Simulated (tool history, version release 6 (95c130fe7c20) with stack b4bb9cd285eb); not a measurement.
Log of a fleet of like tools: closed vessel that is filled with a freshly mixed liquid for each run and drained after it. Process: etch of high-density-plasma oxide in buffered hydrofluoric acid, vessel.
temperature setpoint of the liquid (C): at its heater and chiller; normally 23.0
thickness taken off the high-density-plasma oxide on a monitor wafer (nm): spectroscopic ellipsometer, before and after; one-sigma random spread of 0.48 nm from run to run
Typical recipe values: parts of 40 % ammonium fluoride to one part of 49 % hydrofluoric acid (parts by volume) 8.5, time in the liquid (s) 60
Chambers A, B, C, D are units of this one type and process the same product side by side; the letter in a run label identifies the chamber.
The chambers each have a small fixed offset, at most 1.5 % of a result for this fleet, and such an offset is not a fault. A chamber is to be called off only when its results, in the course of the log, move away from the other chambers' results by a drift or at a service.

run	day	temperature setpoint of the liquid (C)	parts of 40 % ammonium fluoride to one part of 49 % hydrofluoric acid (parts by volume)	time in the liquid (s)	read-back film thickness of the high-density-plasma oxide reference wafer, read on the same gauge (nm)	thickness taken off the high-density-plasma oxide on a monitor wafer (nm)
1A	0.146	23.0	8.5	60	89.977	79.241
2C	0.279	23.0	8.5	60	89.992	79.282
3B	0.442	23.0	8.5	60	89.980	78.987
4D	0.579	23.0	8.5	60	89.995	80.618
5A	0.742	23.0	11.0	90	89.972	94.943
6D	0.900	23.0	11.0	90	89.980	97.383
7C	1.112	23.0	11.0	90	90.024	95.673
8B	1.329	23.0	11.0	90	89.989	95.942
9A	1.483	23.0	8.5	60	90.004	79.359
10C	1.658	23.0	8.5	60	89.995	79.786
11B	1.821	23.0	8.5	60	89.988	79.075
12D	1.971	23.0	8.5	60	89.971	80.141
13B	2.171	19.5	8.5	90	89.960	98.239
14D	2.333	19.5	8.5	90	89.973	98.977
15A	2.488	19.5	8.5	90	89.986	98.617
16C	2.608	19.5	8.5	90	89.995	97.943
17A	2.817	23.0	8.5	60	89.981	79.796
18D	2.933	23.0	8.5	60	90.034	80.695
19C	3.062	23.0	8.5	60	90.045	79.886
20B	3.229	23.0	8.5	60	89.995	79.540
21D	3.438	20.5	6.5	60	89.979	92.462
22A	3.588	20.5	6.5	60	89.982	91.521
23B	3.696	20.5	6.5	60	90.040	91.128
24C	3.854	20.5	6.5	60	90.038	91.684
25D	4.025	23.0	8.5	60	90.011	81.011
26B	4.229	23.0	8.5	60	89.970	79.827
27C	4.383	23.0	8.5	60	89.996	79.705
28A	4.525	23.0	8.5	60	90.042	80.663
29C	4.746	18.5	7.5	60	89.981	71.266
30D	4.867	18.5	7.5	60	90.006	71.438
31A	5.050	18.5	7.5	60	90.038	71.597
32B	5.271	18.5	7.5	60	89.992	70.709
33A	5.396	23.0	8.5	60	89.988	79.848
34B	5.504	23.0	8.5	60	90.001	79.387
35C	5.725	23.0	7.5	90	89.939	136.060

Read the log: is a single chamber off, either drifting away or since a service, is the gauge that measures every chamber drifting, or is nothing wrong beyond small per-chamber offsets? Name any odd chamber and what most likely caused it.

All chambers stay in line apart from their small fixed offsets, and the gauge does not drift.
